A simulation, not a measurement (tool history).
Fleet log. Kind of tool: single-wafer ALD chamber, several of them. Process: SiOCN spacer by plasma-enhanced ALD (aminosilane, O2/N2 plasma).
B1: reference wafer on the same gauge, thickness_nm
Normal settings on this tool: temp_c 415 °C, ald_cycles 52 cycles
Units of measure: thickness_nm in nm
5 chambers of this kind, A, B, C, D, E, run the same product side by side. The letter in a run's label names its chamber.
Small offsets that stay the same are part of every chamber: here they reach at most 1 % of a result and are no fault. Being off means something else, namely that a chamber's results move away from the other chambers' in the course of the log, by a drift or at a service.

run 1D day=0.179 | temp_c=415 ald_cycles=52 | B1=2.6219 | thickness_nm=2.9719
run 2C day=0.292 | temp_c=415 ald_cycles=52 | B1=2.6199 | thickness_nm=3.0476
run 3A day=0.433 | temp_c=415 ald_cycles=52 | B1=2.6192 | thickness_nm=2.9848
run 4E day=0.654 | temp_c=415 ald_cycles=52 | B1=2.6167 | thickness_nm=2.9839
run 5B day=0.846 | temp_c=415 ald_cycles=52 | B1=2.6191 | thickness_nm=3.0109
run 6B day=1.038 | temp_c=415 ald_cycles=52 | B1=2.6169 | thickness_nm=3.0027
run 7E day=1.279 | temp_c=415 ald_cycles=52 | B1=2.6212 | thickness_nm=2.9808
run 8C day=1.412 | temp_c=415 ald_cycles=52 | B1=2.6227 | thickness_nm=3.0194
run 9D day=1.562 | temp_c=415 ald_cycles=52 | B1=2.6176 | thickness_nm=2.9743
run 10A day=1.75 | temp_c=415 ald_cycles=52 | B1=2.6197 | thickness_nm=2.9885
run 11E day=1.929 | temp_c=415 ald_cycles=52 | B1=2.6177 | thickness_nm=2.9737
run 12B day=2.096 | temp_c=415 ald_cycles=52 | B1=2.6196 | thickness_nm=3.0359
run 13C day=2.283 | temp_c=415 ald_cycles=52 | B1=2.6213 | thickness_nm=3.0309
run 14A day=2.404 | temp_c=415 ald_cycles=52 | B1=2.6204 | thickness_nm=2.9871
run 15D day=2.575 | temp_c=415 ald_cycles=52 | B1=2.6221 | thickness_nm=2.974
run 16C day=2.833 | temp_c=415 ald_cycles=52 | B1=2.6218 | thickness_nm=3.0236
run 17B day=3.038 | temp_c=402 ald_cycles=59 | B1=2.6211 | thickness_nm=3.546
run 18A day=3.162 | temp_c=402 ald_cycles=59 | B1=2.6159 | thickness_nm=3.5161
run 19E day=3.304 | temp_c=402 ald_cycles=59 | B1=2.6223 | thickness_nm=3.5282
run 20D day=3.538 | temp_c=402 ald_cycles=59 | B1=2.6232 | thickness_nm=3.5074
run 21E day=3.667 | temp_c=402 ald_cycles=59 | B1=2.6194 | thickness_nm=3.5179
run 22A day=3.925 | temp_c=415 ald_cycles=52 | B1=2.6198 | thickness_nm=2.9796
run 23D day=4.117 | temp_c=415 ald_cycles=52 | B1=2.6196 | thickness_nm=2.9849
run 24B day=4.333 | temp_c=415 ald_cycles=52 | B1=2.6205 | thickness_nm=3.0188
run 25C day=4.525 | temp_c=408 ald_cycles=62 | B1=2.617 | thickness_nm=3.6799
run 26B day=4.646 | temp_c=408 ald_cycles=62 | B1=2.6208 | thickness_nm=3.6847
run 27D day=4.775 | temp_c=408 ald_cycles=62 | B1=2.6212 | thickness_nm=3.6128
run 28E day=4.929 | temp_c=408 ald_cycles=62 | B1=2.6181 | thickness_nm=3.655
run 29C day=5.096 | temp_c=408 ald_cycles=62 | B1=2.6185 | thickness_nm=3.684
run 30A day=5.246 | temp_c=415 ald_cycles=52 | B1=2.6183 | thickness_nm=2.9937
run 31D day=5.438 | temp_c=415 ald_cycles=52 | B1=2.6191 | thickness_nm=2.9684
run 32A day=5.571 | temp_c=415 ald_cycles=52 | B1=2.62 | thickness_nm=2.9907

Each of the 5 chambers runs these same settings next. Fill in every chamber's results:
run 33A day=5.754 | temp_c=424 ald_cycles=52 | thickness_nm=?
run 33B day=5.754 | temp_c=424 ald_cycles=52 | thickness_nm=?
run 33C day=5.754 | temp_c=424 ald_cycles=52 | thickness_nm=?
run 33D day=5.754 | temp_c=424 ald_cycles=52 | thickness_nm=?
run 33E day=5.754 | temp_c=424 ald_cycles=52 | thickness_nm=?

run=33A thickness_nm=2.8804
run=33B thickness_nm=2.9132
run=33C thickness_nm=2.9402
run=33D thickness_nm=2.8677
run=33E thickness_nm=2.924
